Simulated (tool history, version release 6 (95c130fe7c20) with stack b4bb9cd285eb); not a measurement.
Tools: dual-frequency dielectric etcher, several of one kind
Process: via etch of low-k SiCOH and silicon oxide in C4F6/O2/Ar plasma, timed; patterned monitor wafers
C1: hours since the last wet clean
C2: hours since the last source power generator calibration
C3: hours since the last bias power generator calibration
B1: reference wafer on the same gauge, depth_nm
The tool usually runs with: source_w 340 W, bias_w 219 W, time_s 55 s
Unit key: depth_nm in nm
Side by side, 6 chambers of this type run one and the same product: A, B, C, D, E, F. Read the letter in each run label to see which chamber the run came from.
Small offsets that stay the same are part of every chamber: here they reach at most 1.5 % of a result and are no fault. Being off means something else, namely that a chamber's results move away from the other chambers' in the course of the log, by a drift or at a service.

Run 1E, hour 4.3: usual settings; C1 51.7; C2 3761.8; C3 1707.5; B1 160.98. Result: depth_nm 143.43 nm.
Run 2F, hour 8.5: usual settings; C1 231.4; C2 1229.0; C3 3047.9; B1 160.99. Result: depth_nm 143.04 nm.
Run 3B, hour 15.1: usual settings; C1 117.4; C2 778.7; C3 1948.2; B1 161.01. Result: depth_nm 144.38 nm.
Run 4D, hour 23.8: usual settings; C1 65.1; C2 1131.4; C3 2440.8; B1 161.14. Result: depth_nm 143.26 nm.
Run 5C, hour 31.1: usual settings; C1 281.2; C2 56.8; C3 1047.9; B1 161.06. Result: depth_nm 145.03 nm.
Run 6A, hour 38.0: usual settings; C1 501.3; C2 2026.8; C3 1624.4; B1 161.08. Result: depth_nm 143.14 nm.
Run 7A, hour 47.4: usual settings but bias_w 248 W; C1 510.7; C2 2036.2; C3 1633.8; B1 161.14. Result: depth_nm 149.46 nm.
Run 8C, hour 54.1: usual settings but bias_w 248 W; C1 304.2; C2 79.8; C3 1070.9; B1 161.16. Result: depth_nm 151.47 nm.
Run 9D, hour 63.4: usual settings but bias_w 248 W; C1 104.7; C2 1171.0; C3 2480.4; B1 161.12. Result: depth_nm 149.69 nm.
Run 10E, hour 70.9: usual settings but bias_w 248 W; C1 118.3; C2 3828.4; C3 1774.1; B1 161.19. Result: depth_nm 149.93 nm.
At hour 78.0: chamber C: wet clean of the chamber.
Run 11F, hour 79.3: usual settings but bias_w 248 W; C1 302.2; C2 1299.8; C3 3118.7; B1 161.22. Result: depth_nm 149.42 nm.
Run 12B, hour 84.4: usual settings but bias_w 248 W; C1 186.7; C2 848.0; C3 2017.5; B1 161.26. Result: depth_nm 150.99 nm.
At hour 85.0: chamber A: wet clean of the chamber.
Run 13E, hour 90.8: usual settings; C1 138.2; C2 3848.3; C3 1794.0; B1 161.21. Result: depth_nm 143.72 nm.
At hour 96.6: chamber B: bias power generator calibrated.
Run 14D, hour 98.5: usual settings; C1 139.8; C2 1206.1; C3 2515.5; B1 161.26. Result: depth_nm 143.53 nm.
Run 15C, hour 103.2: usual settings; C1 25.2; C2 128.9; C3 1120.0; B1 161.30. Result: depth_nm 145.62 nm.
Run 16B, hour 107.7: usual settings; C1 210.0; C2 871.3; C3 11.2; B1 161.32. Result: depth_nm 144.80 nm.
Run 17F, hour 115.0: usual settings; C1 337.9; C2 1335.5; C3 3154.4; B1 161.33. Result: depth_nm 143.51 nm.
Run 18A, hour 122.4: usual settings but source_w 260 W; C1 37.4; C2 2111.2; C3 1708.8; B1 161.33. Result: depth_nm 129.63 nm.
Run 19B, hour 130.6: usual settings but source_w 260 W; C1 232.9; C2 894.2; C3 34.1; B1 161.37. Result: depth_nm 130.65 nm.
Run 20E, hour 135.0: usual settings but source_w 260 W; C1 182.4; C2 3892.5; C3 1838.2; B1 161.40. Result: depth_nm 130.21 nm.
Run 21D, hour 144.3: usual settings but source_w 260 W; C1 185.6; C2 1251.9; C3 2561.3; B1 161.40. Result: depth_nm 129.91 nm.
Run 22C, hour 150.7: usual settings but source_w 260 W; C1 72.7; C2 176.4; C3 1167.5; B1 161.45. Result: depth_nm 131.57 nm.
Run 23A, hour 160.0: usual settings but source_w 260 W; C1 75.0; C2 2148.8; C3 1746.4; B1 161.47. Result: depth_nm 129.90 nm.
Run 24F, hour 164.3: usual settings but source_w 310 W, time_s 50 s; C1 387.2; C2 1384.8; C3 3203.7; B1 161.50. Result: depth_nm 125.95 nm.
Run 25F, hour 171.7: usual settings but source_w 310 W, time_s 50 s; C1 394.6; C2 1392.2; C3 3211.1; B1 161.51. Result: depth_nm 125.84 nm.
Run 26E, hour 176.5: usual settings but source_w 310 W, time_s 50 s; C1 223.9; C2 3934.0; C3 1879.7; B1 161.58. Result: depth_nm 126.42 nm.
Run 27A, hour 182.3: usual settings but source_w 310 W, time_s 50 s; C1 97.3; C2 2171.1; C3 1768.7; B1 161.52. Result: depth_nm 125.95 nm.
Run 28C, hour 188.7: usual settings but source_w 310 W, time_s 50 s; C1 110.7; C2 214.4; C3 1205.5; B1 161.55. Result: depth_nm 127.95 nm.
Run 29B, hour 197.4: usual settings but source_w 310 W, time_s 50 s; C1 299.7; C2 961.0; C3 100.9; B1 161.55. Result: depth_nm 126.99 nm.
Run 30D, hour 203.8: usual settings; C1 245.1; C2 1311.4; C3 2620.8; B1 161.59. Result: depth_nm 144.08 nm.
Run 31B, hour 208.7: usual settings; C1 311.0; C2 972.3; C3 112.2; B1 161.58. Result: depth_nm 144.61 nm.
Run 32C, hour 213.1: usual settings; C1 135.1; C2 238.8; C3 1229.9; B1 161.56. Result: depth_nm 145.71 nm.
Run 33D, hour 218.1: usual settings; C1 259.4; C2 1325.7; C3 2635.1; B1 161.66. Result: depth_nm 144.20 nm.
Run 34E, hour 225.7: usual settings; C1 273.1; C2 3983.2; C3 1928.9; B1 161.69. Result: depth_nm 143.97 nm.
Run 35A, hour 232.2: usual settings; C1 147.2; C2 2221.0; C3 1818.6; B1 161.67. Result: depth_nm 143.94 nm.
Run 36F, hour 236.3: usual settings; C1 459.2; C2 1456.8; C3 3275.7; B1 161.68. Result: depth_nm 143.72 nm.
Run 37C, hour 244.2: usual settings; C1 166.2; C2 269.9; C3 1261.0; B1 161.72. Result: depth_nm 145.84 nm.
At hour 244.5: chamber F: wet clean of the chamber.
Run 38A, hour 251.5: usual settings; C1 166.5; C2 2240.3; C3 1837.9; B1 161.73. Result: depth_nm 143.97 nm.
Run 39F, hour 258.1: usual settings; C1 13.7; C2 1478.6; C3 3297.5; B1 161.77. Result: depth_nm 143.67 nm.

Next, all 6 chambers run the settings below, one line each with question marks for the results. What does each chamber give?
Run 40A, hour 264.8: usual settings but bias_w 243 W. Result: depth_nm ?.
Run 40B, hour 264.8: usual settings but bias_w 243 W. Result: depth_nm ?.
Run 40C, hour 264.8: usual settings but bias_w 243 W. Result: depth_nm ?.
Run 40D, hour 264.8: usual settings but bias_w 243 W. Result: depth_nm ?.
Run 40E, hour 264.8: usual settings but bias_w 243 W. Result: depth_nm ?.
Run 40F, hour 264.8: usual settings but bias_w 243 W. Result: depth_nm ?.

run  depth_nm
40A    149.23
40B    150.19
40C    151.18
40D    149.54
40E    149.29
40F    148.35
